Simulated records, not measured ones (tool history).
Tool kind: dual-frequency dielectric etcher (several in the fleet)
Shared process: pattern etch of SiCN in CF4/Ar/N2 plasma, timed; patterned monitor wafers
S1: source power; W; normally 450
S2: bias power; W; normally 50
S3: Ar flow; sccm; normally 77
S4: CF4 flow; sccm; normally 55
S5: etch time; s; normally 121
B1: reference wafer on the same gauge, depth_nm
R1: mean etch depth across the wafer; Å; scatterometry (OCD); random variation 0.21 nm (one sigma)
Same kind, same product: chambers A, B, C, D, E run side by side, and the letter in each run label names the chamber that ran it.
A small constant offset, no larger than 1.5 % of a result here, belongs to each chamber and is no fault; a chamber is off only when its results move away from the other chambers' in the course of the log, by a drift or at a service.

| run | hour | S1 | S2 | S3 | S4 | S5 | B1 | R1 |
|---|---|---|---|---|---|---|---|---|
| 1C | 6.6 | 450 | 50 | 77 | 55 | 121 | 81.081 | 921.86 |
| 2B | 17.4 | 450 | 50 | 77 | 55 | 121 | 81.071 | 919.96 |
| 3E | 28.9 | 450 | 50 | 77 | 55 | 121 | 81.12 | 926.83 |
| 4A | 38 | 450 | 50 | 77 | 55 | 121 | 81.111 | 913.61 |
| 5D | 47.8 | 450 | 50 | 77 | 55 | 121 | 81.099 | 927.21 |
| 6B | 56.2 | 450 | 50 | 77 | 55 | 121 | 81.122 | 922.96 |
| 7C | 62.8 | 450 | 50 | 77 | 55 | 121 | 81.132 | 923.38 |
| 8E | 69.7 | 450 | 50 | 77 | 55 | 121 | 81.134 | 928.24 |
| 9A | 76.9 | 450 | 50 | 77 | 55 | 121 | 81.117 | 917.69 |
| 10D | 82.6 | 450 | 50 | 77 | 55 | 121 | 81.128 | 927.28 |
| 11C | 93.9 | 450 | 50 | 77 | 55 | 121 | 81.139 | 919.91 |
| 12B | 101.1 | 450 | 50 | 77 | 55 | 121 | 81.055 | 926.61 |
|  | 105.5 | chamber C: wet clean of the chamber |
| 13A | 111.8 | 450 | 50 | 77 | 55 | 121 | 81.104 | 915.54 |
| 14E | 118.8 | 450 | 50 | 77 | 55 | 121 | 81.07 | 929.61 |
| 15D | 131 | 450 | 50 | 77 | 55 | 121 | 81.12 | 927.54 |
| 16A | 136.6 | 450 | 50 | 77 | 67 | 121 | 81.095 | 944.86 |
|  | 138.3 | chamber D: wet clean of the chamber |
| 17B | 143.6 | 450 | 50 | 77 | 67 | 121 | 81.139 | 953.97 |
| 18C | 153.6 | 450 | 50 | 77 | 67 | 121 | 81.129 | 978.38 |
| 19E | 161.6 | 450 | 50 | 77 | 67 | 121 | 81.104 | 957.91 |
| 20D | 172.7 | 450 | 50 | 77 | 67 | 121 | 81.125 | 955.35 |
| 21D | 182.6 | 450 | 50 | 77 | 55 | 121 | 81.148 | 927.47 |
| 22C | 190.3 | 450 | 61 | 77 | 48 | 121 | 81.099 | 991.87 |
| 23A | 196.5 | 450 | 61 | 77 | 48 | 121 | 81.094 | 955.08 |
| 24B | 206.4 | 450 | 61 | 77 | 48 | 121 | 81.082 | 964.96 |
|  | 210.5 | chamber E: wet clean of the chamber |
| 25E | 217.3 | 450 | 61 | 77 | 48 | 121 | 81.096 | 972.56 |
| 26C | 229.6 | 450 | 61 | 77 | 48 | 121 | 81.106 | 988.9 |
| 27B | 238.1 | 450 | 50 | 77 | 55 | 121 | 81.116 | 924.02 |
| 28A | 249.9 | 450 | 50 | 77 | 55 | 121 | 81.108 | 913.02 |
| 29D | 255.7 | 450 | 50 | 77 | 55 | 121 | 81.095 | 928.44 |
| 30E | 263.2 | 450 | 50 | 77 | 55 | 121 | 81.116 | 929.18 |
| 31D | 275.1 | 450 | 50 | 77 | 55 | 121 | 81.064 | 925.9 |
| 32E | 284.8 | 450 | 50 | 77 | 55 | 121 | 81.121 | 929.59 |
| 33B | 294.5 | 450 | 50 | 77 | 55 | 121 | 81.096 | 921.22 |
| 34C | 303.3 | 370 | 50 | 77 | 55 | 121 | 81.125 | 797.3 |
|  | 310.5 | chamber D: bias power generator calibrated |
| 35A | 312.7 | 370 | 50 | 77 | 55 | 121 | 81.102 | 767.32 |
| 36D | 323.4 | 370 | 50 | 77 | 55 | 121 | 81.076 | 781.3 |
|  | 323.6 | chamber A: source power generator calibrated |
| 37B | 329.7 | 370 | 50 | 77 | 55 | 121 | 81.112 | 771.35 |
| 38E | 335.8 | 370 | 50 | 77 | 55 | 121 | 81.101 | 784.88 |
| 39A | 347.9 | 450 | 50 | 77 | 55 | 121 | 81.106 | 915.38 |

Has any chamber moved away from the others, gradually or after a service, or does the common gauge drift, or do the chambers differ only by their own small steady offsets? State the chamber and the most likely cause if one applies.

A service left chamber C off against the others.
Likeliest cause: etch rate over this chamber's usual, % = 2.77.

Here are 4 candidates for chamber C's next run, each the usual settings with a change, their results left as question marks. Which one brings its results back in line with what the others give on the usual settings?
In-line tolerance around the mean of the other chambers on the usual settings: R1 7.4 Å
| 40C-1 | 356.8 | 440 | 49 | 77 | 55 | 121 |  | ? |
| 40C-2 | 356.8 | 460 | 50 | 77 | 55 | 124.5 |  | ? |
| 40C-3 | 356.8 | 460 | 51 | 77 | 55 | 121 |  | ? |
| 40C-4 | 356.8 | 450 | 50 | 77 | 55 | 115.5 |  | ? |

Usual-settings mean across the other chambers: R1 922.94 Å
| run | R1 |
|---|---|
| 40C-1 | 922.73 |
| 40C-2 | 993.52 |
| 40C-3 | 971.76 |
| 40C-4 | 904.13 |
The answer is 40C-1, which returns the chamber to within the allowed miss of the others.
